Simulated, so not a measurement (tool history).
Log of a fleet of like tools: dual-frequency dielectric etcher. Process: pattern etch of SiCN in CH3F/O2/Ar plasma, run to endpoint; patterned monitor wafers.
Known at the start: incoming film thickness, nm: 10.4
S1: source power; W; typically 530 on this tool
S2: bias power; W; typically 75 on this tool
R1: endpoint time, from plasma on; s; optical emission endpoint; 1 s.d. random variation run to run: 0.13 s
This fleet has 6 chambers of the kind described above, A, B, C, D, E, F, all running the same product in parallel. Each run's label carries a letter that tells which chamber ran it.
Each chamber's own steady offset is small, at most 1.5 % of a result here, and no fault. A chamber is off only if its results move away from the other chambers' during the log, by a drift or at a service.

Run 1D, hour 3.4: usual settings. Result: R1 24.52 s.
Run 2F, hour 7.4: usual settings. Result: R1 24.749 s.
Run 3A, hour 14.2: usual settings. Result: R1 24.523 s.
Run 4B, hour 20.3: usual settings. Result: R1 24.663 s.
Run 5E, hour 23.6: usual settings. Result: R1 24.626 s.
Run 6C, hour 27.8: usual settings. Result: R1 24.214 s.
Run 7A, hour 31.6: usual settings. Result: R1 24.187 s.
Run 8E, hour 34.8: usual settings. Result: R1 24.768 s.
Run 9F, hour 39.9: usual settings. Result: R1 24.513 s.
Run 10C, hour 43.4: usual settings. Result: R1 24.088 s.
Run 11B, hour 46.6: usual settings. Result: R1 24.6 s.
Run 12D, hour 50.7: usual settings. Result: R1 24.791 s.
Run 13A, hour 57.2: usual settings. Result: R1 24.436 s.
Run 14F, hour 63.8: usual settings but S2 63 W. Result: R1 26.197 s.
Run 15B, hour 69.1: usual settings but S2 63 W. Result: R1 26.005 s.
At hour 72.4: chamber B: bias power generator calibrated.
Run 16D, hour 75.6: usual settings but S2 63 W. Result: R1 26.053 s.
At hour 75.8: chamber F: wet clean of the chamber.
Run 17C, hour 81.3: usual settings but S2 63 W. Result: R1 25.509 s.
Run 18E, hour 86.7: usual settings but S2 63 W. Result: R1 26.044 s.
At hour 89.8: chamber A: wet clean of the chamber.
Run 19E, hour 93: usual settings but S2 63 W. Result: R1 26.095 s.
Run 20D, hour 96.2: usual settings. Result: R1 24.62 s.
Run 21B, hour 101.3: usual settings. Result: R1 24.554 s.
Run 22F, hour 106.5: usual settings but S1 440 W, S2 89 W. Result: R1 24.746 s.
Run 23A, hour 110.2: usual settings but S1 440 W, S2 89 W. Result: R1 24.632 s.
Run 24C, hour 115.8: usual settings but S1 440 W, S2 89 W. Result: R1 24.573 s.
Run 25B, hour 122.2: usual settings but S1 440 W, S2 89 W. Result: R1 25.06 s.
Run 26E, hour 127.4: usual settings but S1 440 W, S2 89 W. Result: R1 25.038 s.
At hour 132: chamber B: wet clean of the chamber.
Run 27F, hour 133.6: usual settings but S1 440 W, S2 89 W. Result: R1 24.921 s.
Run 28D, hour 140.4: usual settings. Result: R1 24.279 s.
Run 29C, hour 145: usual settings. Result: R1 24.417 s.
Run 30A, hour 150.6: usual settings but S2 84 W. Result: R1 23.339 s.
Run 31F, hour 156.9: usual settings but S2 84 W. Result: R1 23.8 s.
Run 32A, hour 161.3: usual settings but S2 84 W. Result: R1 23.39 s.
Run 33D, hour 166.1: usual settings but S2 84 W. Result: R1 23.688 s.
Run 34E, hour 172.7: usual settings but S2 84 W. Result: R1 23.739 s.
Run 35B, hour 175.8: usual settings but S2 84 W. Result: R1 23.509 s.
Run 36C, hour 181.3: usual settings. Result: R1 24.457 s.
Run 37A, hour 187.6: usual settings. Result: R1 24.375 s.
Run 38E, hour 193.6: usual settings but S1 580 W. Result: R1 23.85 s.
Run 39D, hour 197.7: usual settings but S1 580 W. Result: R1 23.821 s.
Run 40B, hour 204.3: usual settings but S1 580 W. Result: R1 23.805 s.

Which is it: a chamber that has drifted or been left off by a service, a gauge drift common to all chambers, or only each chamber's usual small offset? If a chamber is off, name it and its likeliest cause.

All chambers stay in line apart from their small fixed offsets, and the gauge does not drift.
